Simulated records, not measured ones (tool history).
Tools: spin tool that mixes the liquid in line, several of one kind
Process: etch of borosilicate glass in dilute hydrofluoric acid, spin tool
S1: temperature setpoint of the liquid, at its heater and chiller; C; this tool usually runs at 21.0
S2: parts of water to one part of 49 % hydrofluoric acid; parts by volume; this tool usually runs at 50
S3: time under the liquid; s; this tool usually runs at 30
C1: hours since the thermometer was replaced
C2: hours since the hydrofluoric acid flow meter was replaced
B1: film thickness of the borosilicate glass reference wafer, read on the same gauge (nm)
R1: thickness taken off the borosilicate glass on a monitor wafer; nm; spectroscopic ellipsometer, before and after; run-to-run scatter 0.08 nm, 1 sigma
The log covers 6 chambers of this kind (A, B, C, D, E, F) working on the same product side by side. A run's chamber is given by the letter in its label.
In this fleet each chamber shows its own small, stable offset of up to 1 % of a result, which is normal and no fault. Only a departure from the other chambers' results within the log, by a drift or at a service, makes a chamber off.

run	day	S1	S2	S3	C1	C2	B1	R1
1E	0.375	21.0	50	30	386.7	459.0	130.00	11.9780
2A	0.888	21.0	50	30	1695.0	95.1	130.00	11.8310
3D	1.488	21.0	50	30	1327.4	752.5	129.98	12.1830
4F	1.829	21.0	50	30	1069.4	325.1	129.96	12.0600
5C	2.129	21.0	50	30	1287.7	422.3	129.96	12.0600
6B	2.483	21.0	50	30	1979.9	1118.0	130.01	12.1070
7A	2.871	21.0	50	30	1742.6	142.7	130.03	11.7660
8B	3.192	21.0	50	30	1996.9	1135.0	130.03	12.0910
9F	3.650	17.5	50	20	1113.1	368.8	130.01	6.9371
10E	4.083	17.5	50	20	475.7	548.0	129.97	6.9894
11C	4.529	17.5	50	20	1345.3	479.9	130.00	6.9441
12D	5.021	17.5	50	20	1412.2	837.3	129.96	6.8918
13C	5.304	17.5	50	20	1363.9	498.5	129.97	6.9736
14E	5.850	17.5	50	20	518.1	590.4	130.00	6.9417
# day 6.012: chamber C: hydrofluoric acid flow meter replaced
15B	6.242	21.0	50	30	2070.1	1208.2	130.02	12.1930
16D	6.612	21.0	50	30	1450.4	875.5	130.01	12.1440
# day 6.979: chamber F: thermometer replaced
17A	7.188	21.0	50	30	1846.2	246.3	130.03	11.8980
# day 7.221: chamber A: thermometer replaced
18F	7.592	21.0	50	30	14.8	463.4	129.99	12.1880
19E	8.096	21.0	50	30	572.0	644.3	130.03	12.1240
20D	8.696	21.0	50	30	1500.4	925.5	130.02	12.2530
21A	8.962	26.0	65	30	41.9	288.9	130.00	11.1230
22B	9.508	26.0	65	30	2148.5	1286.6	130.03	11.3360
23F	9.825	26.0	65	30	68.4	517.0	130.00	11.3450
24C	10.354	26.0	65	30	1485.1	104.2	129.98	11.2900
25A	10.758	26.0	65	30	85.0	332.0	129.97	11.1790
26F	11.338	26.0	65	30	104.7	553.3	129.99	11.1830
27C	11.758	21.0	70	15	1518.8	137.9	129.98	4.2180
# day 11.812: chamber E: thermometer replaced
28B	12.242	21.0	70	15	2214.1	1352.2	129.99	4.2216
29D	12.779	21.0	70	15	1598.4	1023.5	129.99	4.2523
30E	13.133	21.0	70	15	31.7	765.2	129.98	4.2084
31C	13.742	21.0	70	15	1566.4	185.5	130.03	4.2476
32E	14.017	21.0	70	15	52.9	786.4	130.00	4.1506
33F	14.554	21.0	50	30	181.9	630.5	130.00	12.1010
34D	14.996	21.0	50	30	1651.6	1076.7	129.95	12.0050
35A	15.583	21.0	65	20	200.8	447.8	130.01	6.0820
36B	16.042	21.0	65	20	2305.3	1443.4	130.00	6.1232
37A	16.533	21.0	65	20	223.6	470.6	130.02	6.1070
38F	16.954	21.0	65	20	239.5	688.1	130.00	6.0470
39E	17.488	21.0	65	20	136.2	869.7	130.04	6.0398

What goes on in this fleet: one chamber off, a drifting gauge, or nothing beyond the chambers' own small offsets? Name the chamber and the cause, if any.

No chamber is off and the gauge is stable; the differences are just each chamber's small, constant offset.

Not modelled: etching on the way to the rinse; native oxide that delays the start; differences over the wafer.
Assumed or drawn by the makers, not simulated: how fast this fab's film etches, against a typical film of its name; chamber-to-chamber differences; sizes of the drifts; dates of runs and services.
